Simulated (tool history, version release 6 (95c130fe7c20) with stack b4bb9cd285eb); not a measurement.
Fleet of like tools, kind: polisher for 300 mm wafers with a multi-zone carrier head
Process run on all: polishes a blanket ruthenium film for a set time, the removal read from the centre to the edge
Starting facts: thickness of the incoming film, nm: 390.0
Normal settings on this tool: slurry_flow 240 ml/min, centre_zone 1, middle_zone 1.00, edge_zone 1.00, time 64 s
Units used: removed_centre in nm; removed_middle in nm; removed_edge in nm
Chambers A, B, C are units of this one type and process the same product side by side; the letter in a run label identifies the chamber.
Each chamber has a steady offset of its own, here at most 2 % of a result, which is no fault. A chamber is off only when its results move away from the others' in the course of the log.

run   hour  slurry_flow  centre_zone  middle_zone  edge_zone  time  removed_centre  removed_middle  removed_edge
 1A    4.9          240            1         1.00       1.00    64          76.008          73.839        76.102
 2B    9.4          240            1         1.00       1.00    64          75.552          75.369        73.714
 3C   13.3          240            1         1.00       1.00    64          75.436          76.174        75.440
 4C   16.6          240            1         1.00       1.00    64          74.358          76.117        74.881
 5A   20.0          240            1         1.00       1.00    64          74.523          75.286        75.459
 6B   23.3          240            1         1.00       1.00    64          75.090          73.909        73.218
 7B   26.0          240            1         1.00       1.00    64          75.008          75.692        74.155
      28.6  -- chamber A: worn pad replaced by a new one
 8A   31.0          240            1         1.00       1.00    64          75.881          74.394        76.283
      31.1  -- chamber C: slurry nozzle cleaned
 9C   34.7          240            1         0.94       1.00    64          75.404          70.576        75.006
10C   38.9          240            1         0.94       1.00    64          75.049          71.733        75.290
11A   43.8          240            1         0.94       1.00    64          75.831          72.073        75.869
      46.3  -- chamber B: centre zone pressure recalibrated
12B   46.7          240            1         1.00       1.00    64          73.719          73.752        72.288
13C   49.6          240            1         1.00       1.00    64          75.638          77.027        74.060
14B   53.4          240            1         1.00       1.11    64          73.989          73.520        77.567
      54.2  -- chamber C: worn pad replaced by a new one
15A   57.6          240            1         1.00       1.11    64          74.741          75.080        80.421
16C   60.8          240            1         1.00       1.11    64          76.187          75.125        79.706
17B   63.7          240            1         1.00       1.00    64          73.251          73.984        72.256
18A   67.1          240            1         1.00       1.00    64          76.033          74.493        75.009
19A   71.5          240            1         1.00       1.00    64          74.730          74.444        75.868
20B   74.5          240            1         1.00       1.00    64          72.993          72.113        71.721
      76.3  -- chamber B: worn pad replaced by a new one
21C   76.8          240            1         1.00       1.00    64          75.414          74.527        74.448
22A   79.5          240            1         1.00       1.00    64          74.673          74.752        75.707
23B   84.3          240            1         1.00       1.00    64          72.627          72.045        72.171
24C   87.7          240            1         1.00       1.00    64          74.398          75.039        75.722
25C   91.3          240            1         1.00       1.00    64          76.252          75.884        74.702
26B   94.9          160            1         0.93       1.00    64          64.774          62.772        66.198
27A   99.9          160            1         0.93       1.00    64          71.276          65.108        72.712
28B  103.5          160            1         0.93       1.00    64          64.070          59.716        66.978
29A  106.4          240            1         1.00       1.00    64          75.917          75.347        75.025

All chambers now run identical settings, listed one chamber a line with results as question marks. What results will each chamber show?
30A  110.3          240            1         0.90       1.00    64               ?               ?             ?
30B  110.3          240            1         0.90       1.00    64               ?               ?             ?
30C  110.3          240            1         0.90       1.00    64               ?               ?             ?

run  removed_centre  removed_middle  removed_edge
30A          75.495          67.454        74.636
30B          69.057          64.020        70.078
30C          75.264          67.314        75.654
